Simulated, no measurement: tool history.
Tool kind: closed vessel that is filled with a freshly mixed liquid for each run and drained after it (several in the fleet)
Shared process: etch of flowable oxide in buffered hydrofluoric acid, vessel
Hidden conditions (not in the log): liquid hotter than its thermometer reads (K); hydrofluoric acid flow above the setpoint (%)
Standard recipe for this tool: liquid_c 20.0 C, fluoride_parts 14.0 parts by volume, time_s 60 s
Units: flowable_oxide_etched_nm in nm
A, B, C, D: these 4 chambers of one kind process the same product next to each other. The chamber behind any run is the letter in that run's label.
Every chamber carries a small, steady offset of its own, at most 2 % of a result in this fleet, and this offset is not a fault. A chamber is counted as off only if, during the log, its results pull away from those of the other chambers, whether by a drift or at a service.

run     day  liquid_c  fluoride_parts  time_s  hours since the thermometer was replaced  hours since the hydrofluoric acid flow meter was replaced  read-back film thickness of the flowable oxide reference wafer, read on the same gauge (nm)  flowable_oxide_etched_nm
 1C   0.421      20.0            14.0      60                                    1075.1                                                      930.8                                                                                       89.994                   117.410
 2B   0.788      20.0            14.0      60                                     149.7                                                     1038.9                                                                                       90.002                   121.050
 3A   1.346      20.0            14.0      60                                    1510.3                                                      688.1                                                                                       89.972                   118.820
      1.721  -- chamber A: hydrofluoric acid flow meter replaced
 4D   1.738      20.0            14.0      60                                     501.0                                                      358.3                                                                                       89.989                   118.810
 5D   2.054      20.0            14.0      60                                     508.6                                                      365.9                                                                                       90.017                   118.010
 6A   2.600      20.0            14.0      60                                    1540.4                                                       21.2                                                                                       90.006                   117.680
 7C   3.079      17.5            11.0      60                                    1138.9                                                      994.6                                                                                       89.983                   129.690
 8B   3.612      17.5            11.0      60                                     217.5                                                     1106.7                                                                                       90.008                   133.800
 9B   3.871      17.5            11.0      60                                     223.7                                                     1112.9                                                                                       89.993                   134.050
10A   4.371      17.5            11.0      60                                    1582.9                                                       63.7                                                                                       89.974                   131.090
11D   4.929      20.0            14.0      60                                     577.6                                                      434.9                                                                                       90.009                   118.070
12C   5.462      20.0            14.0      60                                    1196.1                                                     1051.8                                                                                       89.996                   119.280
13C   5.879      20.0            12.0      85                                    1206.1                                                     1061.8                                                                                       89.987                   196.970
14B   6.446      20.0            12.0      85                                     285.5                                                     1174.7                                                                                       89.993                   199.030
15A   7.017      20.0            12.0      85                                    1646.4                                                      127.2                                                                                       90.008                   194.400
16D   7.412      20.0            12.0      85                                     637.2                                                      494.5                                                                                       90.010                   195.640
17B   7.750      20.0            14.0      60                                     316.8                                                     1206.0                                                                                       90.001                   121.360
      7.842  -- chamber A: thermometer replaced
18D   8.200      20.0            14.0      60                                     656.1                                                      513.4                                                                                       90.002                   119.310
19C   8.717      20.0            14.0      60                                    1274.2                                                     1129.9                                                                                       90.003                   121.410
20A   9.088      20.0            14.0      60                                      29.9                                                      176.9                                                                                       89.998                   118.560
21A   9.612      20.0            14.0      60                                      42.5                                                      189.5                                                                                       90.008                   117.900
22B   9.942      20.0            14.0      60                                     369.4                                                     1258.6                                                                                       90.004                   121.220
23C  10.458      20.0            14.0      60                                    1316.0                                                     1171.7                                                                                       90.001                   122.920
24D  10.996      20.0            14.0      60                                     723.2                                                      580.5                                                                                       89.998                   117.770
25B  11.542      23.0            14.0      30                                     407.8                                                     1297.0                                                                                       89.998                    71.381
26C  12.117      23.0            14.0      30                                    1355.8                                                     1211.5                                                                                       89.996                    73.248
27D  12.392      23.0            14.0      30                                     756.7                                                      614.0                                                                                       89.985                    70.155
28A  12.921      23.0            14.0      30                                     121.9                                                      268.9                                                                                       90.000                    69.547
     13.292  -- chamber D: thermometer replaced
29D  13.438      20.0            14.0      60                                       3.5                                                      639.1                                                                                       89.996                   118.920
30C  13.775      20.0            14.0      60                                    1395.6                                                     1251.3                                                                                       89.986                   124.820
31A  14.283      20.0            14.0      60                                     154.6                                                      301.6                                                                                       90.000                   118.620
32B  14.621      20.0            14.0      60                                     481.7                                                     1370.9                                                                                       89.995                   120.750

Which is it: a chamber that has drifted or been left off by a service, a gauge drift common to all chambers, or only each chamber's usual small offset? If a chamber is off, name it and its likeliest cause.

It is chamber C that slowly wanders off from its peers.
Likeliest cause: liquid hotter than its thermometer reads (K) = 1.21.
The log may not tell that from: hydrofluoric acid flow above the setpoint (%).

Here are 4 candidates for chamber C's next run, each the usual settings with a change, their results left as question marks. Which one brings its results back in line with what the others give on the usual settings?
Counts as in line when no further than this from what the other chambers average on the usual settings: flowable_oxide_etched_nm 2.200 nm
33C-1  15.033      19.0            14.0      60                                                                                                                                                                                                                           ?
33C-2  15.033      21.0            14.0      60                                                                                                                                                                                                                           ?
33C-3  15.033      20.0            14.0      55                                                                                                                                                                                                                           ?
33C-4  15.033      21.5            14.0      60                                                                                                                                                                                                                           ?

The other chambers' mean on the usual settings: flowable_oxide_etched_nm 119.640 nm
  run  flowable_oxide_etched_nm
33C-1                   119.140
33C-2                   133.080
33C-3                   115.410
33C-4                   136.800
The right change is 33C-1: it brings the chamber back within the allowed miss of the others.
